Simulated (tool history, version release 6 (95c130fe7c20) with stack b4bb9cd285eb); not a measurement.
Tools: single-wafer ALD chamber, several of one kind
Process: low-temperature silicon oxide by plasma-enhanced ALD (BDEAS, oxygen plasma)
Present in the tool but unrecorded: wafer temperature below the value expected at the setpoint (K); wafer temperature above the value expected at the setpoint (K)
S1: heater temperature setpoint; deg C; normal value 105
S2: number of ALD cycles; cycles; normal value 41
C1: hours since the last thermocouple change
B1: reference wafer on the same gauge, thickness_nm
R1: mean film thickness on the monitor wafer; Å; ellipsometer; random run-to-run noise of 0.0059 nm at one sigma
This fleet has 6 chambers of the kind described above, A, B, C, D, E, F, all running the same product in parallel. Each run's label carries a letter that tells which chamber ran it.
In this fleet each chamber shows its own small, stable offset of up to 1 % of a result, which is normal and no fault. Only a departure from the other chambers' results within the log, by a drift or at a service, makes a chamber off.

run	hour	S1	S2	C1	B1	R1
1B	6.5	105	41	1049.6	6.6105	58.303
2F	11.3	105	41	441.8	6.6089	58.125
3C	18.1	105	41	216.9	6.6064	57.831
4D	21.9	105	41	198.7	6.6081	58.386
5E	26.1	105	41	2250.2	6.6061	58.134
6A	30.7	105	41	1499.6	6.6059	57.667
7D	36.7	91	33	213.5	6.6048	48.925
8F	43.5	91	33	474	6.6053	48.811
9C	50.1	91	33	248.9	6.6046	48.452
10B	53.5	91	33	1096.6	6.601	48.803
11A	60.7	91	33	1529.6	6.5989	48.365
12E	66.6	91	33	2290.7	6.5997	48.618
13D	70.8	105	41	247.6	6.599	58.465
14F	76.3	110	36	506.8	6.5986	50.622
15E	80.6	110	36	2304.7	6.598	50.455
16B	87.2	110	36	1130.3	6.5987	50.639
17A	93	110	36	1561.9	6.5981	50.234
18C	96.5	110	36	295.3	6.5977	50.298
19E	103.2	110	36	2327.3	6.5959	50.497
20F	107.2	105	41	537.7	6.5963	58.2
21B	114.3	105	41	1157.4	6.5945	58.058
22D	119.9	105	41	296.7	6.5932	58.317
23C	124.5	99	37	323.3	6.5918	52.761
24A	130.7	99	37	1599.6	6.5905	52.688
25A	134.3	99	37	1603.2	6.5913	52.616
26C	141.1	99	37	339.9	6.5897	52.803
27E	145.3	99	37	2369.4	6.5885	52.975
28D	150.2	99	37	327	6.5912	53.178
29F	154.3	105	41	584.8	6.5899	58.178
30B	161.4	105	36	1204.5	6.5866	51.081
31C	167.5	105	36	366.3	6.5873	50.706
32A	172.4	105	36	1641.3	6.5868	50.506
33E	178.2	105	36	2402.3	6.5871	50.881
34D	185.2	105	36	362	6.5854	51.132
35F	191.8	105	36	622.3	6.5843	51.108
36B	198.4	105	41	1241.5	6.5828	57.979
37B	201.9	105	41	1245	6.5814	57.995

Is one chamber off against the others, does the gauge drift, or is nothing wrong? If a chamber is off, say which, and what the likeliest cause is.

No chamber is off; the gauge reading every chamber's wafers drifts, which makes the whole fleet appear to move together.
What lies behind it: gauge reads low (%) = 0.42.

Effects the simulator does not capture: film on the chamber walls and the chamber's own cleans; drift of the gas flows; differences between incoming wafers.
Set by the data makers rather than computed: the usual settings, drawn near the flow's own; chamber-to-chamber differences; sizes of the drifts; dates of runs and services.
